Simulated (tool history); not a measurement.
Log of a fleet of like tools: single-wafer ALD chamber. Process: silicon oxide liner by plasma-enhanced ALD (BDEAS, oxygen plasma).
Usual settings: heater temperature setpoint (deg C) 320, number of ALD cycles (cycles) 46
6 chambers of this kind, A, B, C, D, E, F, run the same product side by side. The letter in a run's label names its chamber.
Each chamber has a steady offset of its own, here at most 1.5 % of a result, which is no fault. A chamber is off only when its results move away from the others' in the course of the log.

run	hour	heater temperature setpoint (deg C)	number of ALD cycles (cycles)	hours since the last thermocouple change	read-back reference wafer on the same gauge, thickness_nm	mean film thickness on the monitor wafer (angstrom)
1F	2.9	320	46	130.4	4.7390	41.468
2C	8.7	320	46	2115.0	4.7409	42.198
3B	13.8	320	46	15.4	4.7410	41.631
4E	19.2	320	46	1790.2	4.7434	41.611
5D	22.3	320	46	971.4	4.7452	41.457
6A	26.5	320	46	542.0	4.7443	41.671
7F	30.4	320	46	157.9	4.7456	41.409
8B	34.7	320	46	36.3	4.7471	41.590
9D	37.4	320	46	986.5	4.7447	41.527
10A	40.8	320	40	556.3	4.7494	36.274
11E	45.8	320	40	1816.8	4.7474	36.176
12C	51.5	320	40	2157.8	4.7492	36.687
13B	55.0	320	40	56.6	4.7477	36.333
14C	57.7	320	40	2164.0	4.7480	36.793
15E	61.6	320	40	1832.6	4.7496	36.092
16D	66.3	320	46	1015.4	4.7522	41.653
17F	69.0	320	46	196.5	4.7509	41.406
18A	72.5	320	46	588.0	4.7517	41.774
19B	76.1	320	46	77.7	4.7504	41.656
20F	80.7	320	46	208.2	4.7538	41.396
21E	85.3	320	46	1856.3	4.7537	41.643
22A	90.0	320	46	605.5	4.7553	41.806
23C	94.7	320	38	2201.0	4.7555	34.836
24D	98.4	320	38	1047.5	4.7568	34.355
25F	104.0	320	38	231.5	4.7586	34.225
26B	109.5	320	38	111.1	4.7581	34.474
27C	112.3	320	38	2218.6	4.7590	34.908
28E	116.0	320	38	1887.0	4.7590	34.384
29A	119.0	320	46	634.5	4.7618	41.857
30D	124.5	320	51	1073.6	4.7617	46.198
31A	129.1	320	51	644.6	4.7606	46.339
32D	134.0	320	51	1083.1	4.7627	46.196
33C	139.1	320	51	2245.4	4.7632	46.927
34F	143.6	320	51	271.1	4.7639	46.191
35B	148.5	320	51	150.1	4.7642	46.273
36E	154.3	320	46	1925.3	4.7644	41.756
37B	157.8	320	46	159.4	4.7677	41.683
38F	162.7	320	46	290.2	4.7692	41.629
39A	167.1	320	46	682.6	4.7682	41.875
40C	172.8	320	46	2279.1	4.7670	42.279
41E	175.4	320	46	1946.4	4.7688	41.740
42D	179.3	320	46	1128.4	4.7691	41.776
43C	185.1	320	46	2291.4	4.7699	42.457

All 6 chambers run these settings next. Forecast each chamber's results:
44A	189.4	320	39			?
44B	189.4	320	39			?
44C	189.4	320	39			?
44D	189.4	320	39			?
44E	189.4	320	39			?
44F	189.4	320	39			?

run	mean film thickness on the monitor wafer (angstrom)
44A	35.545
44B	35.396
44C	35.939
44D	35.333
44E	35.410
44F	35.390
